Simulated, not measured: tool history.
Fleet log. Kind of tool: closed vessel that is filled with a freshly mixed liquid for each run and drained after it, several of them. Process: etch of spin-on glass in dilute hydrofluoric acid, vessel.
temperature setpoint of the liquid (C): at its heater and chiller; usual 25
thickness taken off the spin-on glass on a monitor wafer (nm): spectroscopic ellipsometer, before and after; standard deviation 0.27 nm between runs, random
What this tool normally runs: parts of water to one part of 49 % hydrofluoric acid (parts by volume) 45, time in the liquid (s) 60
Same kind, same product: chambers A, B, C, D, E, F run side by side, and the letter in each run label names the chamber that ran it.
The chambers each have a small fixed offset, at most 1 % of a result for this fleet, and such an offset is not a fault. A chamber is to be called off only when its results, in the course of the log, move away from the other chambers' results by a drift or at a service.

run   hour  temperature setpoint of the liquid (C)  parts of water to one part of 49 % hydrofluoric acid (parts by volume)  time in the liquid (s)  read-back film thickness of the spin-on glass reference wafer, read on the same gauge (nm)  thickness taken off the spin-on glass on a monitor wafer (nm)
 1A    8.4                                      25                                                                      45                      60                                                                                      109.98                                                         72.973
 2F   19.7                                      25                                                                      45                      60                                                                                      110.00                                                         73.844
 3B   26.2                                      25                                                                      45                      60                                                                                      109.96                                                         73.240
 4E   34.1                                      25                                                                      45                      60                                                                                      110.07                                                         73.397
 5D   40.9                                      25                                                                      45                      60                                                                                      110.00                                                         73.294
 6C   54.2                                      25                                                                      45                      60                                                                                      110.03                                                         72.955
 7E   67.4                                      25                                                                      45                      60                                                                                      110.01                                                         73.113
 8F   81.0                                      25                                                                      45                      60                                                                                      110.00                                                         73.937
      83.5  -- chamber D: thermometer replaced
 9B   94.0                                      25                                                                      45                      60                                                                                      110.00                                                         73.462
10D  104.5                                      25                                                                      45                      60                                                                                      110.01                                                         73.245
     108.4  -- chamber E: hydrofluoric acid flow meter replaced
11A  114.0                                      22                                                                      65                      60                                                                                      110.00                                                         43.648
     121.2  -- chamber C: thermometer replaced
12C  126.3                                      22                                                                      65                      60                                                                                      109.95                                                         43.377
13E  132.7                                      22                                                                      65                      60                                                                                      110.02                                                         44.223
14D  141.3                                      22                                                                      65                      60                                                                                      109.99                                                         43.499
     151.4  -- chamber A: thermometer replaced
15A  155.2                                      22                                                                      65                      60                                                                                      110.01                                                         43.737
16C  167.5                                      22                                                                      65                      60                                                                                      109.99                                                         43.175
17F  178.1                                      25                                                                      45                      80                                                                                      110.01                                                         98.595
18B  189.7                                      25                                                                      45                      80                                                                                      109.98                                                         98.466
19D  196.1                                      25                                                                      45                      80                                                                                      109.97                                                         97.387
     208.1  -- chamber F: hydrofluoric acid flow meter replaced
20B  209.6                                      25                                                                      45                      80                                                                                      110.02                                                         97.686
21F  218.2                                      25                                                                      45                      80                                                                                      110.01                                                         98.440
22C  226.3                                      25                                                                      45                      80                                                                                      109.99                                                         97.393
23E  239.0                                      25                                                                      45                      60                                                                                      110.01                                                         73.154
24A  247.9                                      25                                                                      45                      60                                                                                      110.00                                                         73.014
     255.5  -- chamber B: hydrofluoric acid flow meter replaced
25C  260.2                                      25                                                                      45                      60                                                                                      110.00                                                         72.688
26B  272.0                                      25                                                                      45                      60                                                                                      109.97                                                         73.296
27F  283.3                                      25                                                                      45                      60                                                                                      110.01                                                         73.654
28D  292.2                                      25                                                                      45                      60                                                                                      110.03                                                         72.810
29E  298.7                                      25                                                                      45                      35                                                                                      110.01                                                         42.882
30A  310.2                                      25                                                                      45                      35                                                                                      110.01                                                         42.345
31A  316.5                                      25                                                                      45                      35                                                                                      110.01                                                         42.701
32C  326.5                                      25                                                                      45                      35                                                                                      109.97                                                         42.735
33D  336.9                                      25                                                                      45                      35                                                                                      110.00                                                         42.449
34F  346.6                                      25                                                                      45                      35                                                                                      109.95                                                         43.054
35E  353.0                                      25                                                                      35                      60                                                                                      110.00                                                         95.862
36B  365.5                                      25                                                                      35                      60                                                                                      110.03                                                         96.383

All chambers now run identical settings, listed one chamber a line with results as question marks. What results will each chamber show?
37A  375.6                                      25                                                                      45                      60                                                                                                                                                          ?
37B  375.6                                      25                                                                      45                      60                                                                                                                                                          ?
37C  375.6                                      25                                                                      45                      60                                                                                                                                                          ?
37D  375.6                                      25                                                                      45                      60                                                                                                                                                          ?
37E  375.6                                      25                                                                      45                      60                                                                                                                                                          ?
37F  375.6                                      25                                                                      45                      60                                                                                                                                                          ?

run  thickness taken off the spin-on glass on a monitor wafer (nm)
37A                                                         73.357
37B                                                         73.421
37C                                                         73.013
37D                                                         73.400
37E                                                         73.278
37F                                                         74.156
